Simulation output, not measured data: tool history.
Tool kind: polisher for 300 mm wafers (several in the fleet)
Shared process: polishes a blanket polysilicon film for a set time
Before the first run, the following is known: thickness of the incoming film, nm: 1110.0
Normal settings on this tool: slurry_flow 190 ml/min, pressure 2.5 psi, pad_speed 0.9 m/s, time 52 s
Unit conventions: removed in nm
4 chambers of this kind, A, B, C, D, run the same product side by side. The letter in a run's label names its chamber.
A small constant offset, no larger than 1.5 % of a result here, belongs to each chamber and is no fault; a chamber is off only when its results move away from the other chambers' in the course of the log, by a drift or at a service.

run	hour	slurry_flow	pressure	pad_speed	time	removed
# hour 4.0: chamber A: worn pad replaced by a new one
# hour 5.7: chamber D: worn pad replaced by a new one
1A	7.4	190	2.5	0.9	52	385.57
# hour 17.1: chamber D: slurry nozzle cleaned
2B	17.3	190	2.5	0.9	52	386.86
3D	26.1	190	2.5	0.9	52	384.68
4C	35.9	190	2.5	0.9	52	392.25
# hour 41.9: chamber B: worn pad replaced by a new one
5D	45.0	190	2.5	0.9	52	389.92
6C	50.4	190	2.5	0.9	52	393.43
7B	58.1	190	2.5	0.9	52	390.07
# hour 64.0: chamber D: worn pad replaced by a new one
8A	66.2	190	2.5	0.9	52	388.88
# hour 72.6: chamber A: worn pad replaced by a new one
9D	74.8	190	2.5	0.9	52	389.25
10A	83.1	190	2.5	0.9	52	388.81
# hour 86.3: chamber B: worn pad replaced by a new one
11C	88.1	190	2.5	0.9	52	399.33
# hour 89.1: chamber C: worn pad replaced by a new one
12B	99.4	190	2.5	0.9	52	387.30
13C	108.0	190	2.5	0.9	52	388.08
# hour 116.0: chamber D: worn pad replaced by a new one
14B	116.2	190	2.5	0.9	52	386.98
15A	123.4	190	2.5	0.9	52	387.23
# hour 131.3: chamber B: slurry nozzle cleaned
# hour 132.2: chamber B: worn pad replaced by a new one
16D	132.8	190	2.5	0.9	52	392.86
# hour 137.2: chamber A: worn pad replaced by a new one
17D	142.7	190	2.5	0.9	52	392.33
18B	150.0	190	2.5	0.9	52	388.65
19A	155.2	190	2.5	0.9	52	386.49
# hour 160.9: chamber D: worn pad replaced by a new one
# hour 161.6: chamber A: slurry nozzle cleaned
20C	162.3	190	2.5	0.9	52	391.41
21B	172.9	190	2.5	0.9	52	389.06
# hour 182.0: chamber B: worn pad replaced by a new one
22C	184.0	190	2.5	0.9	52	396.57
# hour 194.7: chamber A: worn pad replaced by a new one
23A	194.9	190	2.5	0.9	52	383.07
# hour 199.2: chamber C: worn pad replaced by a new one
24D	205.7	190	2.5	0.9	52	385.79
# hour 213.3: chamber D: worn pad replaced by a new one
25C	213.4	190	2.5	0.9	52	392.80
26B	218.9	190	2.5	0.9	52	388.22
27D	228.3	190	2.5	0.9	52	391.24
# hour 232.7: chamber B: worn pad replaced by a new one
28A	237.8	190	2.5	0.9	52	384.51
29A	243.7	190	2.5	0.9	52	380.58
30B	252.2	190	2.5	0.9	62	461.57
31C	258.2	190	2.5	0.9	62	465.62

All chambers now run identical settings, listed one chamber a line with results as question marks. What results will each chamber show?
32A	266.3	190	2.5	0.9	52	?
32B	266.3	190	2.5	0.9	52	?
32C	266.3	190	2.5	0.9	52	?
32D	266.3	190	2.5	0.9	52	?

run	removed
32A	384.68
32B	386.71
32C	388.95
32D	389.07
